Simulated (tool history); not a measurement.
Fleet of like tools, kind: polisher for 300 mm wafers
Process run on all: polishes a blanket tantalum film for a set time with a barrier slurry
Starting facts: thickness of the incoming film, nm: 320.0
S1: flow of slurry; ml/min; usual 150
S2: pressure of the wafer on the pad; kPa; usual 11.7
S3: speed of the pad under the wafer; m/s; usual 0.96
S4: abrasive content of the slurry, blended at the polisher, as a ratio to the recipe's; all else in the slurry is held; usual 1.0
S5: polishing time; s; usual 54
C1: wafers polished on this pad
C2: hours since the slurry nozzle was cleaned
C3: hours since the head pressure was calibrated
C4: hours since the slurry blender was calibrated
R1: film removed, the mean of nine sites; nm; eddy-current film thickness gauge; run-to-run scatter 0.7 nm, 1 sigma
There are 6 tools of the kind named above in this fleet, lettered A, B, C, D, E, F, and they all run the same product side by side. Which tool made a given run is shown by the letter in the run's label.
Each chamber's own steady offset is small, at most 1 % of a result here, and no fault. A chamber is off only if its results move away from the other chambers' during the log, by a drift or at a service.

run   hour   S1    S2    S3   S4  S5    C1     C2      C3     C4      R1
 1D    3.2  150  11.7  0.96  1.0  54   132  447.6  1358.7  314.5  79.334
 2C    6.5  150  11.7  0.96  1.0  54   702   84.4   333.4  249.2  79.709
 3B   10.0  150  11.7  0.96  1.0  54   882   67.7   237.9  217.3  78.542
 4A   15.4  150  11.7  0.96  1.0  54   191  136.7    71.6   53.6  78.086
 5F   19.3  150  11.7  0.96  1.0  54   402  584.4   402.9   60.3  78.189
      22.4  -- chamber E: worn pad replaced by a new one
 6E   24.0  150  11.7  0.96  1.0  54     9  457.8   523.6  214.5  79.507
 7A   27.9  150  11.7  0.96  1.0  54   264  149.2    84.1   66.1  79.592
 8B   30.8  150  11.7  0.96  1.0  54  1004   88.5   258.7  238.1  77.658
 9D   35.5  150  11.7  0.96  1.0  54   321  479.9  1391.0  346.8  80.083
10E   39.3  150  11.7  0.96  1.0  54    99  473.1   538.9  229.8  79.293
11F   44.6  150  11.7  0.96  1.0  54   550  609.7   428.2   85.6  77.957
      45.5  -- chamber D: slurry blender recalibrated
12C   49.1  150  11.7  1.14  1.0  54   950  127.0   376.0  291.8  94.310
13C   52.5  150  11.7  1.14  1.0  54   970  130.4   379.4  295.2  95.419
14E   58.0  150  11.7  1.14  1.0  54   208  491.8   557.6  248.5  91.345
15A   61.5  150  11.7  1.14  1.0  54   460  182.8   117.7   99.7  93.608
      61.9  -- chamber F: worn pad replaced by a new one
16B   64.9  150  11.7  1.14  1.0  54  1203  122.6   292.8  272.2  92.942
17D   68.7  150  11.7  1.14  1.0  54   515  513.1  1424.2   23.2  94.369
      69.4  -- chamber B: worn pad replaced by a new one
18F   73.9  150  11.7  1.12  1.2  54    70  639.0   457.5  114.9  95.950
      75.2  -- chamber C: worn pad replaced by a new one
19D   76.5  150  11.7  1.12  1.2  54   560  520.9  1432.0   31.0  96.833
20A   81.1  150  11.7  1.12  1.2  54   575  202.4   137.3  119.3  94.546
      83.2  -- chamber D: slurry nozzle cleaned
21C   85.9  150  11.7  1.12  1.2  54    62  163.8   412.8  328.6  98.160
22E   90.4  150  11.7  1.12  1.2  54   397  524.2   590.0  280.9  93.267
23F   93.4  150  11.7  1.12  1.2  54   184  658.5   477.0  134.4  94.834
24B   95.9  150  11.7  0.96  1.0  54   154  153.6   323.8  303.2  77.927
      97.2  -- chamber A: slurry blender recalibrated
25D   99.8  150  11.7  0.96  1.0  54   696   16.7  1455.3   54.3  78.751
     103.8  -- chamber A: worn pad replaced by a new one
26C  104.1  150  11.7  1.10  1.0  54   168  182.0   431.0  346.8  91.053
27E  108.4  150  11.7  1.10  1.0  54   502  542.2   608.0  298.9  85.739
28A  112.1  150  11.7  1.10  1.0  54    48  233.4   168.3   15.0  88.857
     114.1  -- chamber C: slurry blender recalibrated
29F  115.5  150  11.7  1.10  1.0  54   313  680.6   499.1  156.5  91.319
30B  118.0  150  11.7  1.10  1.0  54   283  175.7   345.9  325.3  90.010
31A  120.4  150  11.7  1.10  1.0  54    97  241.7   176.6   23.3  91.680
32E  124.0  150  14.5  0.96  0.9  54   593  557.8   623.6  314.5  87.582
     124.7  -- chamber D: head pressure recalibrated
33C  127.3  150  14.5  0.96  0.9  54   304  205.2   454.2   13.2  95.916
34B  130.9  150  14.5  0.96  0.9  54   359  188.6   358.8  338.2  94.840
35F  133.5  150  14.5  0.96  0.9  54   418  698.6   517.1  174.5  93.001
36D  136.0  150  14.5  0.96  0.9  54   907   52.9    11.4   90.5  95.036
37A  140.1  150  14.5  0.96  0.9  54   212  261.4   196.3   43.0  94.844

For the next run the whole fleet of 6 chambers uses the same settings. Give each chamber's results:
38A  144.0  150  11.7  0.96  1.0  37                   ?
38B  144.0  150  11.7  0.96  1.0  37                   ?
38C  144.0  150  11.7  0.96  1.0  37                   ?
38D  144.0  150  11.7  0.96  1.0  37                   ?
38E  144.0  150  11.7  0.96  1.0  37                   ?
38F  144.0  150  11.7  0.96  1.0  37                   ?

run      R1
38A  53.122
38B  54.584
38C  54.790
38D  53.989
38E  48.226
38F  53.412
